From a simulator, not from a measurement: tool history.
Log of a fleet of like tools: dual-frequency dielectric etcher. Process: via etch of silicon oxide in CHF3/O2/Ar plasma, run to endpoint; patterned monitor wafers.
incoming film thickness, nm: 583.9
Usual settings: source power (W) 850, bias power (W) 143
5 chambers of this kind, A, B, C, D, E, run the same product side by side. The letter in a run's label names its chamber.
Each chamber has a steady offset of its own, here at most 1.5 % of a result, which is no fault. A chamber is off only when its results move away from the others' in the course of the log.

| run | hour | source power (W) | bias power (W) | hours since the last wet clean | hours since the last source power generator calibration | hours since the last bias power generator calibration | endpoint time (s) |
|---|---|---|---|---|---|---|---|
| 1A | 8.7 | 850 | 143 | 281.6 | 2049.5 | 510.1 | 277.64 |
| 2D | 13.9 | 850 | 143 | 457.7 | 298.4 | 4218.0 | 277.44 |
| 3C | 18.5 | 850 | 143 | 334.4 | 1399.7 | 2967.6 | 278.31 |
| 4E | 24.7 | 850 | 143 | 35.3 | 366.6 | 705.9 | 276.51 |
| 5B | 31.9 | 850 | 143 | 93.4 | 1809.0 | 729.4 | 277.46 |
| 6E | 38.7 | 850 | 143 | 49.3 | 380.6 | 719.9 | 280.55 |
| 7D | 43.2 | 850 | 143 | 487.0 | 327.7 | 4247.3 | 269.64 |
| 8C | 48.2 | 850 | 143 | 364.1 | 1429.4 | 2997.3 | 280.71 |
| 9A | 56.2 | 850 | 143 | 329.1 | 2097.0 | 557.6 | 277.00 |
| 10B | 63.1 | 850 | 143 | 124.6 | 1840.2 | 760.6 | 279.12 |
| 11C | 70.8 | 850 | 143 | 386.7 | 1452.0 | 3019.9 | 281.81 |
| 12E | 75.5 | 850 | 143 | 86.1 | 417.4 | 756.7 | 278.13 |
|  | 79.1 | chamber D: wet clean of the chamber |
| 13A | 80.6 | 850 | 143 | 353.5 | 2121.4 | 582.0 | 278.47 |
| 14B | 87.4 | 850 | 143 | 148.9 | 1864.5 | 784.9 | 279.23 |
| 15D | 96.7 | 850 | 143 | 17.6 | 381.2 | 4300.8 | 276.39 |
| 16D | 103.2 | 850 | 143 | 24.1 | 387.7 | 4307.3 | 272.83 |
| 17B | 109.7 | 850 | 143 | 171.2 | 1886.8 | 807.2 | 277.08 |
| 18C | 114.1 | 850 | 143 | 430.0 | 1495.3 | 3063.2 | 280.23 |
| 19A | 120.7 | 1010 | 143 | 393.6 | 2161.5 | 622.1 | 259.56 |
| 20E | 129.3 | 1010 | 143 | 139.9 | 471.2 | 810.5 | 260.06 |
| 21E | 137.3 | 1010 | 143 | 147.9 | 479.2 | 818.5 | 256.54 |
| 22C | 142.1 | 1010 | 143 | 458.0 | 1523.3 | 3091.2 | 261.44 |
|  | 151.2 | chamber C: wet clean of the chamber |
| 23A | 151.4 | 1010 | 143 | 424.3 | 2192.2 | 652.8 | 256.21 |
| 24D | 160.8 | 1030 | 173 | 81.7 | 445.3 | 4364.9 | 236.36 |
| 25B | 168.2 | 1030 | 173 | 229.7 | 1945.3 | 865.7 | 246.12 |
| 26C | 172.4 | 1030 | 173 | 21.3 | 1553.6 | 3121.5 | 244.41 |
| 27D | 179.0 | 1030 | 173 | 99.9 | 463.5 | 4383.1 | 241.65 |
| 28A | 187.3 | 1030 | 173 | 460.2 | 2228.1 | 688.7 | 243.46 |
| 29B | 194.8 | 980 | 143 | 256.3 | 1971.9 | 892.3 | 263.94 |
| 30E | 201.2 | 980 | 143 | 211.8 | 543.1 | 882.4 | 262.49 |
| 31A | 208.1 | 980 | 143 | 481.0 | 2248.9 | 709.5 | 261.68 |

All 5 chambers run these settings next. Forecast each chamber's results:
| 32A | 215.0 | 760 | 143 |  |  |  | ? |
| 32B | 215.0 | 760 | 143 |  |  |  | ? |
| 32C | 215.0 | 760 | 143 |  |  |  | ? |
| 32D | 215.0 | 760 | 143 |  |  |  | ? |
| 32E | 215.0 | 760 | 143 |  |  |  | ? |

| run | endpoint time (s) |
|---|---|
| 32A | 289.84 |
| 32B | 291.00 |
| 32C | 292.53 |
| 32D | 288.26 |
| 32E | 290.60 |

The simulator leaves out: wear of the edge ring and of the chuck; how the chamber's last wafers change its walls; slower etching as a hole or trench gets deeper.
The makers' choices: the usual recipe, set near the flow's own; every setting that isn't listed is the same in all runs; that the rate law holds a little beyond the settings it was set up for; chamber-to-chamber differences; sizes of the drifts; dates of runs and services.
